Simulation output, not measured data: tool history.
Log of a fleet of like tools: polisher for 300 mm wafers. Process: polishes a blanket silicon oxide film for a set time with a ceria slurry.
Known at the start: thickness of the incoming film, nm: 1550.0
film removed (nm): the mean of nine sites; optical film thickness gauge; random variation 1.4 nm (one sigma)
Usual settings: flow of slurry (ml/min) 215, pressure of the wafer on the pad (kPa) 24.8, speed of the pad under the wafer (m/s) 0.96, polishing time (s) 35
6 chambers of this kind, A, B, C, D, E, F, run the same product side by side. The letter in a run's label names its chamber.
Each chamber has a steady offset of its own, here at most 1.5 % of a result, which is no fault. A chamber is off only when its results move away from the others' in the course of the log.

run   hour  flow of slurry (ml/min)  pressure of the wafer on the pad (kPa)  speed of the pad under the wafer (m/s)  polishing time (s)  film removed (nm)
       7.7  -- chamber D: worn pad replaced by a new one
 1C    8.6                      215                                    24.8                                    0.96                  35             164.04
      14.2  -- chamber F: worn pad replaced by a new one
 2B   20.2                      215                                    24.8                                    0.96                  35             161.61
 3A   32.2                      215                                    24.8                                    0.96                  35             163.09
 4E   39.6                      215                                    24.8                                    0.96                  35             164.92
 5F   46.9                      215                                    24.8                                    0.96                  35             161.88
      52.5  -- chamber E: worn pad replaced by a new one
      53.7  -- chamber B: worn pad replaced by a new one
      55.6  -- chamber C: worn pad replaced by a new one
 6D   56.2                      215                                    24.8                                    0.96                  35             158.22
 7B   66.3                      215                                    27.6                                    0.96                  42             217.64
      69.9  -- chamber A: worn pad replaced by a new one
 8A   77.2                      215                                    27.6                                    0.96                  42             216.95
      82.3  -- chamber D: worn pad replaced by a new one
 9D   84.3                      215                                    27.6                                    0.96                  42             216.63
10E   91.5                      215                                    27.6                                    0.96                  42             216.11
11C   99.1                      215                                    27.6                                    0.96                  42             215.87
      99.2  -- chamber A: head pressure recalibrated
     108.3  -- chamber F: worn pad replaced by a new one
12F  111.4                      215                                    27.6                                    0.96                  42             216.25
13B    121                      215                                    24.8                                    0.96                  35             161.93
     125.9  -- chamber E: worn pad replaced by a new one
     133.5  -- chamber B: worn pad replaced by a new one
     134.4  -- chamber E: slurry nozzle cleaned
14F  134.6                      260                                    24.8                                    0.82                  35             140.32
       143  -- chamber C: worn pad replaced by a new one
       148  -- chamber A: worn pad replaced by a new one
     148.4  -- chamber A: slurry nozzle cleaned
15E  148.5                      260                                    24.8                                    0.82                  35             142.06
16D    162                      260                                    24.8                                    0.82                  35              137.5
     165.8  -- chamber B: head pressure recalibrated
     169.5  -- chamber D: worn pad replaced by a new one
17C  174.6                      260                                    24.8                                    0.82                  35              142.5
18A  181.3                      260                                    24.8                                    0.82                  35             143.62
     186.5  -- chamber F: worn pad replaced by a new one
19A  189.2                      260                                    24.8                                    0.82                  35             139.24
20B  198.9                      215                                    24.8                                    0.96                  35             179.86
     204.3  -- chamber C: slurry nozzle cleaned
       205  -- chamber B: worn pad replaced by a new one
     206.5  -- chamber E: worn pad replaced by a new one
21D  211.9                      215                                    24.8                                    0.96                  35             159.98
22F  221.1                      215                                    24.8                                    0.96                  35             162.89
     221.5  -- chamber C: worn pad replaced by a new one
23C  230.1                      215                                    24.8                                    0.96                  35             160.62
24E  237.4                      215                                    24.8                                    0.96                  35             163.64
     239.1  -- chamber A: worn pad replaced by a new one
25F  251.3                      215                                    24.8                                    0.96                  35             163.23
     253.8  -- chamber D: worn pad replaced by a new one
26C  262.8                      215                                    24.8                                    0.96                  35             161.12
27E  270.8                      215                                    24.8                                    0.96                  35             163.63
28A  277.3                      215                                    24.8                                    1.18                  35             199.97
     279.5  -- chamber F: worn pad replaced by a new one
       280  -- chamber B: worn pad replaced by a new one
     280.8  -- chamber F: slurry nozzle cleaned
29B  286.1                      215                                    24.8                                    1.18                  35             219.92
       287  -- chamber E: worn pad replaced by a new one
     297.2  -- chamber C: worn pad replaced by a new one
30D    300                      215                                    24.8                                    1.18                  35             195.41
31D  306.4                      215                                    24.8                                    1.18                  35             196.99
32B  317.6                      215                                    24.8                                    1.18                  35             219.39
33F  327.8                      215                                    24.8                                    1.18                  35             198.19
     336.3  -- chamber A: worn pad replaced by a new one
34A  336.4                      215                                    24.8                                    0.96                  35             164.56
35C  347.1                      215                                    24.8                                    0.96                  35             164.56
     356.3  -- chamber E: worn pad replaced by a new one
36E  360.5                      215                                    24.8                                    0.96                  35             162.18
37C  370.8                      215                                    24.8                                    0.76                  35             129.17
38E  377.4                      215                                    24.8                                    0.76                  35             129.95
39A  383.8                      215                                    24.8                                    0.76                  35             127.99

All 6 chambers run these settings next. Forecast each chamber's results:
40A   394                      215                                    24.8                                    0.96                  26                  ?
40B   394                      215                                    24.8                                    0.96                  26                  ?
40C   394                      215                                    24.8                                    0.96                  26                  ?
40D   394                      215                                    24.8                                    0.96                  26                  ?
40E   394                      215                                    24.8                                    0.96                  26                  ?
40F   394                      215                                    24.8                                    0.96                  26                  ?

run  film removed (nm)
40A             121.07
40B             132.61
40C             121.07
40D             117.95
40E             121.64
40F             121.51
